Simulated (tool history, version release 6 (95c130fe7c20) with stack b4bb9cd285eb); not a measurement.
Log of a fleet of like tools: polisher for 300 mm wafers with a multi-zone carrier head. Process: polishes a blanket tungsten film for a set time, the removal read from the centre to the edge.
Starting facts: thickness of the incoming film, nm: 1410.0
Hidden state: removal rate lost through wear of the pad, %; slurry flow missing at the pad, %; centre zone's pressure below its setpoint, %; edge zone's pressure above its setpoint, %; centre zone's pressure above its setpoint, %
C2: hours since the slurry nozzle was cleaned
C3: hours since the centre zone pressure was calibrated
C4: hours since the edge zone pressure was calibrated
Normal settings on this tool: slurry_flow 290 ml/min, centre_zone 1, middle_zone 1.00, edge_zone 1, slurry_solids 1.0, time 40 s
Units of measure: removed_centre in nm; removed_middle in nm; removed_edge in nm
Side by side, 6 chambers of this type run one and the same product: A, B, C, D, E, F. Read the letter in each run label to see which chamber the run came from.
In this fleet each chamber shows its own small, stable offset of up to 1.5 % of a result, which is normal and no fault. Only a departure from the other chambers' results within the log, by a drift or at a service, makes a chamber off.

{"run": "1F", "hour": 4.6, "slurry_flow": 290, "centre_zone": 1, "middle_zone": 1.0, "edge_zone": 1, "slurry_solids": 1.0, "time": 40, "wafers polished on this pad": 1095, "C2": 155.1, "C3": 17.2, "C4": 83.2, "removed_centre": 197.73, "removed_middle": 200.13, "removed_edge": 203.56}
{"hour": 9.2, "done": "chamber D: worn pad replaced by a new one"}
{"run": "2C", "hour": 11.4, "slurry_flow": 290, "centre_zone": 1, "middle_zone": 1.0, "edge_zone": 1, "slurry_solids": 1.0, "time": 40, "wafers polished on this pad": 370, "C2": 148.3, "C3": 886.7, "C4": 148.8, "removed_centre": 200.74, "removed_middle": 203.84, "removed_edge": 204.65}
{"run": "3D", "hour": 19.0, "slurry_flow": 290, "centre_zone": 1, "middle_zone": 1.0, "edge_zone": 1, "slurry_solids": 1.0, "time": 40, "wafers polished on this pad": 82, "C2": 456.3, "C3": 655.1, "C4": 686.2, "removed_centre": 200.62, "removed_middle": 203.89, "removed_edge": 199.0}
{"hour": 21.2, "done": "chamber F: worn pad replaced by a new one"}
{"run": "4A", "hour": 25.6, "slurry_flow": 290, "centre_zone": 1, "middle_zone": 1.0, "edge_zone": 1, "slurry_solids": 1.0, "time": 40, "wafers polished on this pad": 802, "C2": 614.6, "C3": 701.9, "C4": 368.2, "removed_centre": 198.88, "removed_middle": 203.85, "removed_edge": 202.62}
{"run": "5B", "hour": 32.3, "slurry_flow": 290, "centre_zone": 1, "middle_zone": 1.0, "edge_zone": 1, "slurry_solids": 1.0, "time": 40, "wafers polished on this pad": 677, "C2": 384.3, "C3": 578.9, "C4": 108.5, "removed_centre": 199.23, "removed_middle": 198.79, "removed_edge": 200.48}
{"run": "6E", "hour": 38.2, "slurry_flow": 290, "centre_zone": 1, "middle_zone": 1.0, "edge_zone": 1, "slurry_solids": 1.0, "time": 40, "wafers polished on this pad": 835, "C2": 337.9, "C3": 386.3, "C4": 779.5, "removed_centre": 198.66, "removed_middle": 199.51, "removed_edge": 202.43}
{"run": "7E", "hour": 43.3, "slurry_flow": 290, "centre_zone": 1, "middle_zone": 1.0, "edge_zone": 1, "slurry_solids": 1.0, "time": 40, "wafers polished on this pad": 878, "C2": 343.0, "C3": 391.4, "C4": 784.6, "removed_centre": 202.93, "removed_middle": 203.22, "removed_edge": 201.31}
{"hour": 46.4, "done": "chamber B: slurry nozzle cleaned"}
{"run": "8C", "hour": 47.2, "slurry_flow": 290, "centre_zone": 1, "middle_zone": 1.0, "edge_zone": 1, "slurry_solids": 1.0, "time": 40, "wafers polished on this pad": 669, "C2": 184.1, "C3": 922.5, "C4": 184.6, "removed_centre": 202.61, "removed_middle": 199.73, "removed_edge": 200.53}
{"run": "9A", "hour": 54.0, "slurry_flow": 290, "centre_zone": 1, "middle_zone": 1.0, "edge_zone": 1, "slurry_solids": 1.0, "time": 40, "wafers polished on this pad": 1039, "C2": 643.0, "C3": 730.3, "C4": 396.6, "removed_centre": 202.75, "removed_middle": 201.02, "removed_edge": 203.0}
{"run": "10F", "hour": 57.9, "slurry_flow": 290, "centre_zone": 1, "middle_zone": 1.0, "edge_zone": 1, "slurry_solids": 1.0, "time": 40, "wafers polished on this pad": 306, "C2": 208.4, "C3": 70.5, "C4": 136.5, "removed_centre": 196.8, "removed_middle": 201.46, "removed_edge": 202.14}
{"run": "11B", "hour": 64.0, "slurry_flow": 290, "centre_zone": 1, "middle_zone": 1.0, "edge_zone": 1, "slurry_solids": 1.0, "time": 40, "wafers polished on this pad": 942, "C2": 17.7, "C3": 610.6, "C4": 140.2, "removed_centre": 197.67, "removed_middle": 200.61, "removed_edge": 198.1}
{"hour": 67.2, "done": "chamber E: worn pad replaced by a new one"}
{"run": "12D", "hour": 69.2, "slurry_flow": 290, "centre_zone": 1, "middle_zone": 1.06, "edge_zone": 1, "slurry_solids": 0.9, "time": 40, "wafers polished on this pad": 501, "C2": 506.5, "C3": 705.3, "C4": 736.4, "removed_centre": 191.84, "removed_middle": 204.6, "removed_edge": 199.14}
{"hour": 72.7, "done": "chamber B: worn pad replaced by a new one"}
{"run": "13B", "hour": 76.4, "slurry_flow": 290, "centre_zone": 1, "middle_zone": 1.06, "edge_zone": 1, "slurry_solids": 0.9, "time": 40, "wafers polished on this pad": 30, "C2": 30.1, "C3": 623.0, "C4": 152.6, "removed_centre": 198.42, "removed_middle": 202.77, "removed_edge": 193.34}
{"run": "14A", "hour": 84.1, "slurry_flow": 290, "centre_zone": 1, "middle_zone": 1.06, "edge_zone": 1, "slurry_solids": 0.9, "time": 40, "wafers polished on this pad": 1290, "C2": 673.1, "C3": 760.4, "C4": 426.7, "removed_centre": 196.31, "removed_middle": 207.91, "removed_edge": 197.47}
{"run": "15E", "hour": 89.7, "slurry_flow": 290, "centre_zone": 1, "middle_zone": 1.06, "edge_zone": 1, "slurry_solids": 0.9, "time": 40, "wafers polished on this pad": 188, "C2": 389.4, "C3": 437.8, "C4": 831.0, "removed_centre": 195.38, "removed_middle": 206.78, "removed_edge": 197.99}
{"run": "16C", "hour": 96.0, "slurry_flow": 290, "centre_zone": 1, "middle_zone": 1.06, "edge_zone": 1, "slurry_solids": 0.9, "time": 40, "wafers polished on this pad": 1076, "C2": 232.9, "C3": 971.3, "C4": 233.4, "removed_centre": 189.24, "removed_middle": 207.78, "removed_edge": 197.01}
{"hour": 97.0, "done": "chamber B: centre zone pressure recalibrated"}
{"run": "17D", "hour": 103.4, "slurry_flow": 290, "centre_zone": 1, "middle_zone": 1.06, "edge_zone": 1, "slurry_solids": 0.9, "time": 40, "wafers polished on this pad": 786, "C2": 540.7, "C3": 739.5, "C4": 770.6, "removed_centre": 191.86, "removed_middle": 208.66, "removed_edge": 192.46}
{"hour": 106.0, "done": "chamber A: worn pad replaced by a new one"}
{"run": "18F", "hour": 107.0, "slurry_flow": 290, "centre_zone": 1, "middle_zone": 1.0, "edge_zone": 1, "slurry_solids": 1.0, "time": 40, "wafers polished on this pad": 716, "C2": 257.5, "C3": 119.6, "C4": 185.6, "removed_centre": 195.7, "removed_middle": 200.76, "removed_edge": 201.93}
{"run": "19B", "hour": 112.9, "slurry_flow": 290, "centre_zone": 1, "middle_zone": 1.0, "edge_zone": 1, "slurry_solids": 1.0, "time": 40, "wafers polished on this pad": 335, "C2": 66.6, "C3": 16.0, "C4": 189.1, "removed_centre": 203.06, "removed_middle": 200.23, "removed_edge": 198.94}
{"run": "20E", "hour": 120.5, "slurry_flow": 290, "centre_zone": 1, "middle_zone": 1.0, "edge_zone": 1, "slurry_solids": 1.0, "time": 40, "wafers polished on this pad": 445, "C2": 420.2, "C3": 468.6, "C4": 861.8, "removed_centre": 200.38, "removed_middle": 198.6, "removed_edge": 197.52}
{"run": "21D", "hour": 124.9, "slurry_flow": 290, "centre_zone": 1, "middle_zone": 1.0, "edge_zone": 1, "slurry_solids": 1.0, "time": 34, "wafers polished on this pad": 966, "C2": 562.2, "C3": 761.0, "C4": 792.1, "removed_centre": 172.49, "removed_middle": 170.12, "removed_edge": 171.4}
{"run": "22C", "hour": 131.2, "slurry_flow": 290, "centre_zone": 1, "middle_zone": 1.0, "edge_zone": 1, "slurry_solids": 1.0, "time": 34, "wafers polished on this pad": 1370, "C2": 268.1, "C3": 1006.5, "C4": 268.6, "removed_centre": 162.83, "removed_middle": 163.49, "removed_edge": 163.46}
{"run": "23A", "hour": 138.0, "slurry_flow": 290, "centre_zone": 1, "middle_zone": 1.0, "edge_zone": 1, "slurry_solids": 1.0, "time": 34, "wafers polished on this pad": 267, "C2": 727.0, "C3": 814.3, "C4": 480.6, "removed_centre": 169.19, "removed_middle": 175.54, "removed_edge": 168.85}
{"run": "24F", "hour": 142.1, "slurry_flow": 290, "centre_zone": 1, "middle_zone": 1.0, "edge_zone": 1, "slurry_solids": 1.0, "time": 34, "wafers polished on this pad": 1009, "C2": 292.6, "C3": 154.7, "C4": 220.7, "removed_centre": 170.7, "removed_middle": 171.85, "removed_edge": 168.5}
{"run": "25F", "hour": 150.0, "slurry_flow": 290, "centre_zone": 1, "middle_zone": 1.0, "edge_zone": 1, "slurry_solids": 1.0, "time": 34, "wafers polished on this pad": 1075, "C2": 300.5, "C3": 162.6, "C4": 228.6, "removed_centre": 167.86, "removed_middle": 169.85, "removed_edge": 170.92}
{"run": "26D", "hour": 157.6, "slurry_flow": 290, "centre_zone": 1, "middle_zone": 1.0, "edge_zone": 1, "slurry_solids": 1.0, "time": 34, "wafers polished on this pad": 1239, "C2": 594.9, "C3": 793.7, "C4": 824.8, "removed_centre": 170.03, "removed_middle": 173.34, "removed_edge": 171.08}
{"hour": 158.4, "done": "chamber F: worn pad replaced by a new one"}
{"run": "27C", "hour": 162.2, "slurry_flow": 290, "centre_zone": 1, "middle_zone": 1.0, "edge_zone": 1, "slurry_solids": 1.0, "time": 40, "wafers polished on this pad": 1629, "C2": 299.1, "C3": 1037.5, "C4": 299.6, "removed_centre": 188.64, "removed_middle": 192.54, "removed_edge": 185.81}
{"hour": 162.7, "done": "chamber D: slurry nozzle cleaned"}
{"run": "28B", "hour": 168.9, "slurry_flow": 290, "centre_zone": 1, "middle_zone": 1.0, "edge_zone": 1, "slurry_solids": 1.0, "time": 40, "wafers polished on this pad": 802, "C2": 122.6, "C3": 72.0, "C4": 245.1, "removed_centre": 197.66, "removed_middle": 196.33, "removed_edge": 198.92}
{"hour": 169.6, "done": "chamber D: worn pad replaced by a new one"}
{"run": "29E", "hour": 176.2, "slurry_flow": 290, "centre_zone": 1, "middle_zone": 1.0, "edge_zone": 1, "slurry_solids": 1.0, "time": 40, "wafers polished on this pad": 910, "C2": 475.9, "C3": 524.3, "C4": 917.5, "removed_centre": 202.36, "removed_middle": 203.11, "removed_edge": 204.15}
{"run": "30A", "hour": 179.8, "slurry_flow": 290, "centre_zone": 1, "middle_zone": 1.0, "edge_zone": 1, "slurry_solids": 1.0, "time": 40, "wafers polished on this pad": 616, "C2": 768.8, "C3": 856.1, "C4": 522.4, "removed_centre": 195.09, "removed_middle": 203.17, "removed_edge": 202.22}
{"run": "31E", "hour": 183.4, "slurry_flow": 290, "centre_zone": 1, "middle_zone": 1.0, "edge_zone": 1, "slurry_solids": 1.0, "time": 40, "wafers polished on this pad": 970, "C2": 483.1, "C3": 531.5, "C4": 924.7, "removed_centre": 203.07, "removed_middle": 198.28, "removed_edge": 204.34}
{"run": "32A", "hour": 187.1, "slurry_flow": 290, "centre_zone": 1, "middle_zone": 1.0, "edge_zone": 1, "slurry_solids": 1.0, "time": 40, "wafers polished on this pad": 677, "C2": 776.1, "C3": 863.4, "C4": 529.7, "removed_centre": 200.18, "removed_middle": 206.12, "removed_edge": 200.15}
{"hour": 189.8, "done": "chamber B: worn pad replaced by a new one"}
{"run": "33F", "hour": 192.5, "slurry_flow": 290, "centre_zone": 1, "middle_zone": 1.0, "edge_zone": 1, "slurry_solids": 1.0, "time": 40, "wafers polished on this pad": 284, "C2": 343.0, "C3": 205.1, "C4": 271.1, "removed_centre": 200.42, "removed_middle": 202.07, "removed_edge": 202.26}
{"run": "34B", "hour": 196.7, "slurry_flow": 290, "centre_zone": 1, "middle_zone": 1.0, "edge_zone": 1, "slurry_solids": 1.0, "time": 40, "wafers polished on this pad": 58, "C2": 150.4, "C3": 99.8, "C4": 272.9, "removed_centre": 196.49, "removed_middle": 202.7, "removed_edge": 198.16}
{"run": "35C", "hour": 204.5, "slurry_flow": 290, "centre_zone": 1, "middle_zone": 1.0, "edge_zone": 1, "slurry_solids": 1.0, "time": 40, "wafers polished on this pad": 1982, "C2": 341.4, "C3": 1079.8, "C4": 341.9, "removed_centre": 183.6, "removed_middle": 183.86, "removed_edge": 185.5}
{"run": "36D", "hour": 211.7, "slurry_flow": 290, "centre_zone": 1, "middle_zone": 1.0, "edge_zone": 1, "slurry_solids": 1.0, "time": 40, "wafers polished on this pad": 351, "C2": 49.1, "C3": 847.8, "C4": 878.9, "removed_centre": 199.66, "removed_middle": 202.79, "removed_edge": 201.78}
{"run": "37F", "hour": 216.2, "slurry_flow": 290, "centre_zone": 1, "middle_zone": 1.0, "edge_zone": 1, "slurry_solids": 1.0, "time": 40, "wafers polished on this pad": 482, "C2": 366.7, "C3": 228.8, "C4": 294.8, "removed_centre": 199.53, "removed_middle": 204.72, "removed_edge": 202.43}

Read the log: is a single chamber off, either drifting away or since a service, is the gauge that measures every chamber drifting, or is nothing wrong beyond small per-chamber offsets? Name any odd chamber and what most likely caused it.

Chamber C drifts away from the others.
Cause: removal rate lost through wear of the pad, % = 10.5.

Which of the 4 candidates below, each the usual settings with something changed and its results left as question marks, puts chamber C back in line with what the other chambers give on the usual settings?
In-line tolerance around the mean of the other chambers on the usual settings: removed_centre 9.30 nm; removed_middle 8.10 nm; removed_edge 9.10 nm
{"run": "38C-1", "hour": 221.9, "slurry_flow": 290, "centre_zone": 1, "middle_zone": 1.0, "edge_zone": 1, "slurry_solids": 1.0, "time": 41, "removed_centre": "?", "removed_middle": "?", "removed_edge": "?"}
{"run": "38C-2", "hour": 221.9, "slurry_flow": 290, "centre_zone": 1, "middle_zone": 1.0, "edge_zone": 1, "slurry_solids": 1.0, "time": 36, "removed_centre": "?", "removed_middle": "?", "removed_edge": "?"}
{"run": "38C-3", "hour": 221.9, "slurry_flow": 290, "centre_zone": 1, "middle_zone": 1.0, "edge_zone": 1, "slurry_solids": 1.0, "time": 39, "removed_centre": "?", "removed_middle": "?", "removed_edge": "?"}
{"run": "38C-4", "hour": 221.9, "slurry_flow": 290, "centre_zone": 1, "middle_zone": 1.0, "edge_zone": 1, "slurry_solids": 1.0, "time": 44, "removed_centre": "?", "removed_middle": "?", "removed_edge": "?"}

The mean the other chambers reach with the usual settings: removed_centre 199.60 nm; removed_middle 201.69 nm; removed_edge 201.27 nm
run=38C-1 removed_centre=183.31 removed_middle=184.02 removed_edge=186.43
run=38C-2 removed_centre=160.96 removed_middle=161.58 removed_edge=163.70
run=38C-3 removed_centre=174.37 removed_middle=175.05 removed_edge=177.34
run=38C-4 removed_centre=196.73 removed_middle=197.49 removed_edge=200.07
It is 38C-4 that realigns the chamber with its peers.
